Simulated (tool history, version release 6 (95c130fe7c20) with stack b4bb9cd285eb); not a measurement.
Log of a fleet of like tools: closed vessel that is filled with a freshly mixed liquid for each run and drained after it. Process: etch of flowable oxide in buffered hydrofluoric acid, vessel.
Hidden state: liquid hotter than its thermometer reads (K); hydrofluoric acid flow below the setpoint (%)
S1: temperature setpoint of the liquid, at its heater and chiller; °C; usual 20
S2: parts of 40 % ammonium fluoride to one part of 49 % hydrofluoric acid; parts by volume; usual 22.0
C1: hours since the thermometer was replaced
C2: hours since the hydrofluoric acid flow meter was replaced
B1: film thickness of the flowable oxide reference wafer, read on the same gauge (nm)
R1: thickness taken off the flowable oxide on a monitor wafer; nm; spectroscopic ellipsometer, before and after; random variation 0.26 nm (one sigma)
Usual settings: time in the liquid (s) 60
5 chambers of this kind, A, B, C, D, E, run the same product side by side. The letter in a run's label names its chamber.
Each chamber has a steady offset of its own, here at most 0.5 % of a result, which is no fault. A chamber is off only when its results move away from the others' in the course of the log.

Run 1E, hour 7.1: usual settings; C1 811.8; C2 867.3; B1 40.016. Result: R1 44.819 nm.
Run 2C, hour 13.4: usual settings; C1 1455.5; C2 1175.5; B1 40.014. Result: R1 44.312 nm.
Run 3D, hour 17.7: usual settings; C1 2949.6; C2 662.6; B1 39.972. Result: R1 43.849 nm.
Run 4A, hour 23.4: usual settings; C1 56.4; C2 711.3; B1 39.999. Result: R1 44.004 nm.
Run 5B, hour 28.7: usual settings but time in the liquid (s) 40; C1 901.2; C2 597.0; B1 39.999. Result: R1 29.423 nm.
Run 6A, hour 35.5: usual settings but time in the liquid (s) 40; C1 68.5; C2 723.4; B1 39.984. Result: R1 29.709 nm.
Run 7D, hour 40.2: usual settings but time in the liquid (s) 40; C1 2972.1; C2 685.1; B1 40.042. Result: R1 29.391 nm.
At hour 47.4: chamber D: thermometer replaced.
Run 8B, hour 48.4: usual settings but time in the liquid (s) 40; C1 920.9; C2 616.7; B1 40.005. Result: R1 29.453 nm.
Run 9C, hour 54.0: usual settings but time in the liquid (s) 40; C1 1496.1; C2 1216.1; B1 40.012. Result: R1 29.662 nm.
Run 10E, hour 62.3: usual settings; C1 867.0; C2 922.5; B1 40.053. Result: R1 44.594 nm.
Run 11E, hour 68.2: usual settings but S2 25.5 parts by volume; C1 872.9; C2 928.4; B1 40.060. Result: R1 40.425 nm.
Run 12A, hour 75.7: usual settings but S2 25.5 parts by volume; C1 108.7; C2 763.6; B1 40.079. Result: R1 39.685 nm.
Run 13D, hour 81.0: usual settings but S2 25.5 parts by volume; C1 33.6; C2 725.9; B1 40.000. Result: R1 39.572 nm.
Run 14B, hour 88.9: usual settings but S2 25.5 parts by volume; C1 961.4; C2 657.2; B1 39.981. Result: R1 39.453 nm.
Run 15C, hour 96.8: usual settings but S2 25.5 parts by volume; C1 1538.9; C2 1258.9; B1 40.007. Result: R1 39.614 nm.
At hour 97.5: chamber C: hydrofluoric acid flow meter replaced.
At hour 97.9: chamber B: hydrofluoric acid flow meter replaced.
Run 16E, hour 102.6: usual settings; C1 907.3; C2 962.8; B1 40.014. Result: R1 44.327 nm.
Run 17C, hour 107.0: usual settings; C1 1549.1; C2 9.5; B1 39.977. Result: R1 44.052 nm.
Run 18D, hour 115.2: usual settings; C1 67.8; C2 760.1; B1 39.998. Result: R1 44.327 nm.
Run 19B, hour 123.4: usual settings; C1 995.9; C2 25.5; B1 40.016. Result: R1 44.272 nm.
Run 20A, hour 132.0: usual settings; C1 165.0; C2 819.9; B1 40.043. Result: R1 44.484 nm.
Run 21C, hour 137.8: usual settings; C1 1579.9; C2 40.3; B1 40.009. Result: R1 44.555 nm.
Run 22A, hour 143.2: usual settings; C1 176.2; C2 831.1; B1 40.008. Result: R1 44.718 nm.
Run 23D, hour 150.4: usual settings but S2 15.0 parts by volume; C1 103.0; C2 795.3; B1 40.012. Result: R1 62.409 nm.
Run 24B, hour 156.0: usual settings but S2 15.0 parts by volume; C1 1028.5; C2 58.1; B1 40.009. Result: R1 62.450 nm.
Run 25E, hour 165.7: usual settings but S2 15.0 parts by volume; C1 970.4; C2 1025.9; B1 39.982. Result: R1 62.815 nm.
Run 26D, hour 175.0: usual settings but S2 15.0 parts by volume; C1 127.6; C2 819.9; B1 39.991. Result: R1 62.460 nm.
Run 27A, hour 179.3: usual settings but S2 15.0 parts by volume; C1 212.3; C2 867.2; B1 39.956. Result: R1 63.368 nm.
Run 28C, hour 183.8: usual settings; C1 1625.9; C2 86.3; B1 39.985. Result: R1 44.308 nm.
Run 29B, hour 190.2: usual settings; C1 1062.7; C2 92.3; B1 40.010. Result: R1 44.642 nm.
Run 30E, hour 197.2: usual settings but S2 29.5 parts by volume; C1 1001.9; C2 1057.4; B1 39.956. Result: R1 36.420 nm.
Run 31B, hour 206.2: usual settings but S2 29.5 parts by volume; C1 1078.7; C2 108.3; B1 40.039. Result: R1 35.568 nm.
Run 32C, hour 211.7: usual settings but S2 29.5 parts by volume; C1 1653.8; C2 114.2; B1 39.983. Result: R1 35.945 nm.
Run 33A, hour 217.6: usual settings but S2 29.5 parts by volume; C1 250.6; C2 905.5; B1 39.964. Result: R1 36.195 nm.
Run 34D, hour 222.2: usual settings but S2 29.5 parts by volume; C1 174.8; C2 867.1; B1 40.049. Result: R1 36.203 nm.
Run 35E, hour 232.0: usual settings; C1 1036.7; C2 1092.2; B1 39.945. Result: R1 44.281 nm.
Run 36C, hour 236.5: usual settings; C1 1678.6; C2 139.0; B1 39.948. Result: R1 44.247 nm.
Run 37D, hour 241.4: usual settings; C1 194.0; C2 886.3; B1 40.033. Result: R1 43.625 nm.

Is one chamber off against the others, does the gauge drift, or is nothing wrong? If a chamber is off, say which, and what the likeliest cause is.

No chamber stands off beyond its own small offset, and the gauge holds steady.
